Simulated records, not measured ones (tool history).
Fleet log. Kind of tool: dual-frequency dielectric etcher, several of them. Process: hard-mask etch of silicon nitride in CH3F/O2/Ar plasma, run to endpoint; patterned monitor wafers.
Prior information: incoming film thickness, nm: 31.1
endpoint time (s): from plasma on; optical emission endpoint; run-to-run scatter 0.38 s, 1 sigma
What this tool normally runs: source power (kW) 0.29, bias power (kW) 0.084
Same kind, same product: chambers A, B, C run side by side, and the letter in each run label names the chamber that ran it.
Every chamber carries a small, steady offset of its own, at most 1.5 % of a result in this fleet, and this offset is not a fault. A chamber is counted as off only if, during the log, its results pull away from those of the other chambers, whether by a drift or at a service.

run	hour	source power (kW)	bias power (kW)	hours since the last wet clean	hours since the last source power generator calibration	hours since the last bias power generator calibration	endpoint time (s)
1C	14	0.29	0.084	321.5	121	2664.3	47.377
2A	27.5	0.29	0.084	313.2	4141.2	3502.3	48.208
3B	38.9	0.29	0.084	383.6	2638.4	1179.5	49.164
4A	51.3	0.29	0.084	337	4165	3526.1	48.192
# hour 61.7: chamber B: wet clean of the chamber
# hour 65.1: chamber A: bias power generator calibrated
5C	66.4	0.25	0.104	373.9	173.4	2716.7	46.876
6B	80.3	0.25	0.104	18.6	2679.8	1220.9	47.664
7C	91.7	0.25	0.104	399.2	198.7	2742	45.909
8A	99.6	0.29	0.084	385.3	4213.3	34.6	48.422
9B	111.7	0.29	0.084	50	2711.2	1252.3	48.627
10C	121.2	0.29	0.084	428.7	228.2	2771.5	47.564
# hour 126.7: chamber A: source power generator calibrated
11A	132.7	0.29	0.084	418.4	6	67.7	49.055
12B	140	0.29	0.084	78.3	2739.5	1280.6	48.503
13B	151.5	0.23	0.096	89.8	2751	1292.1	50.701
14C	162.4	0.23	0.096	469.9	269.4	2812.7	49.44
# hour 170.1: chamber C: wet clean of the chamber
15A	174.5	0.23	0.096	460.2	47.8	109.5	50.463
16A	186.1	0.29	0.084	471.8	59.4	121.1	48.889
17B	201.6	0.29	0.084	139.9	2801.1	1342.2	48.983
18C	215.3	0.29	0.084	45.3	322.3	2865.6	47.011
19B	229.5	0.29	0.084	167.8	2829	1370.1	49.601
20A	238	0.29	0.084	523.7	111.3	173	49.696
21C	246.5	0.34	0.084	76.5	353.5	2896.8	44.547
22B	253.9	0.34	0.084	192.2	2853.4	1394.5	45.49
23C	263	0.34	0.084	93	370	2913.3	44.471

The same settings go to every chamber for the next run, one line per chamber below. Forecast the results for each:
24A	274.6	0.29	0.084				?
24B	274.6	0.29	0.084				?
24C	274.6	0.29	0.084				?

run	endpoint time (s)
24A	50.396
24B	49.151
24C	47.989
